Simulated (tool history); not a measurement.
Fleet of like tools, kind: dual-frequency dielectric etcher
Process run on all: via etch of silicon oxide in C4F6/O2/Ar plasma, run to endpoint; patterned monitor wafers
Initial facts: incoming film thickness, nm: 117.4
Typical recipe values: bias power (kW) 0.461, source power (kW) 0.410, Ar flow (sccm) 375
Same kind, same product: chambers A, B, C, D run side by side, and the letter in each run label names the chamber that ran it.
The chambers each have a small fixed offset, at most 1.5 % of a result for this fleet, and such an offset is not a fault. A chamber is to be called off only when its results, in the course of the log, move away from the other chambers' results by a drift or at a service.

run	hour	bias power (kW)	source power (kW)	Ar flow (sccm)	hours since the last wet clean	hours since the last bias power generator calibration	hours since the last source power generator calibration	hours since the last Ar flow controller change	endpoint time (s)
1C	4.5	0.461	0.410	375	189.4	2063.1	798.0	1489.3	27.308
2D	10.1	0.461	0.410	375	261.9	1301.1	1084.3	2429.8	27.006
3A	14.4	0.461	0.410	375	430.2	889.3	2414.4	30.9	27.420
4B	18.0	0.461	0.410	375	355.4	2781.3	3996.6	1362.8	26.873
5B	23.8	0.461	0.410	375	361.2	2787.1	4002.4	1368.6	26.945
6D	29.0	0.461	0.410	375	280.8	1320.0	1103.2	2448.7	27.477
7A	33.2	0.461	0.410	375	449.0	908.1	2433.2	49.7	27.238
8C	38.7	0.461	0.410	375	223.6	2097.3	832.2	1523.5	26.576
9A	46.6	0.461	0.410	375	462.4	921.5	2446.6	63.1	27.371
10D	50.6	0.413	0.360	375	302.4	1341.6	1124.8	2470.3	30.011
11C	58.2	0.413	0.360	375	243.1	2116.8	851.7	1543.0	29.721
12B	64.3	0.413	0.360	375	401.7	2827.6	4042.9	1409.1	28.913
# hour 66.3: chamber A: wet clean of the chamber
13C	71.5	0.413	0.360	375	256.4	2130.1	865.0	1556.3	29.668
14D	79.0	0.461	0.410	375	330.8	1370.0	1153.2	2498.7	27.467
15A	86.5	0.461	0.410	375	20.2	961.4	2486.5	103.0	27.237
16B	91.8	0.461	0.410	375	429.2	2855.1	4070.4	1436.6	27.019
17C	97.8	0.545	0.320	375	282.7	2156.4	891.3	1582.6	28.279
18D	101.4	0.545	0.320	375	353.2	1392.4	1175.6	2521.1	28.895
19B	104.9	0.545	0.320	375	442.3	2868.2	4083.5	1449.7	27.347
20A	109.3	0.545	0.320	375	43.0	984.2	2509.3	125.8	28.326
21D	113.1	0.461	0.360	375	364.9	1404.1	1187.3	2532.8	29.545
22C	117.2	0.461	0.360	375	302.1	2175.8	910.7	1602.0	28.392
23B	124.4	0.461	0.360	375	461.8	2887.7	4103.0	1469.2	28.042
24A	130.8	0.461	0.360	375	64.5	1005.7	2530.8	147.3	28.871
25B	138.6	0.461	0.410	375	476.0	2901.9	4117.2	1483.4	26.448

Next, every chamber runs the same settings. What will each give?
26A	144.3	0.461	0.410	375					?
26B	144.3	0.461	0.410	375					?
26C	144.3	0.461	0.410	375					?
26D	144.3	0.461	0.410	375					?

run	endpoint time (s)
26A	27.326
26B	26.566
26C	27.206
26D	28.198

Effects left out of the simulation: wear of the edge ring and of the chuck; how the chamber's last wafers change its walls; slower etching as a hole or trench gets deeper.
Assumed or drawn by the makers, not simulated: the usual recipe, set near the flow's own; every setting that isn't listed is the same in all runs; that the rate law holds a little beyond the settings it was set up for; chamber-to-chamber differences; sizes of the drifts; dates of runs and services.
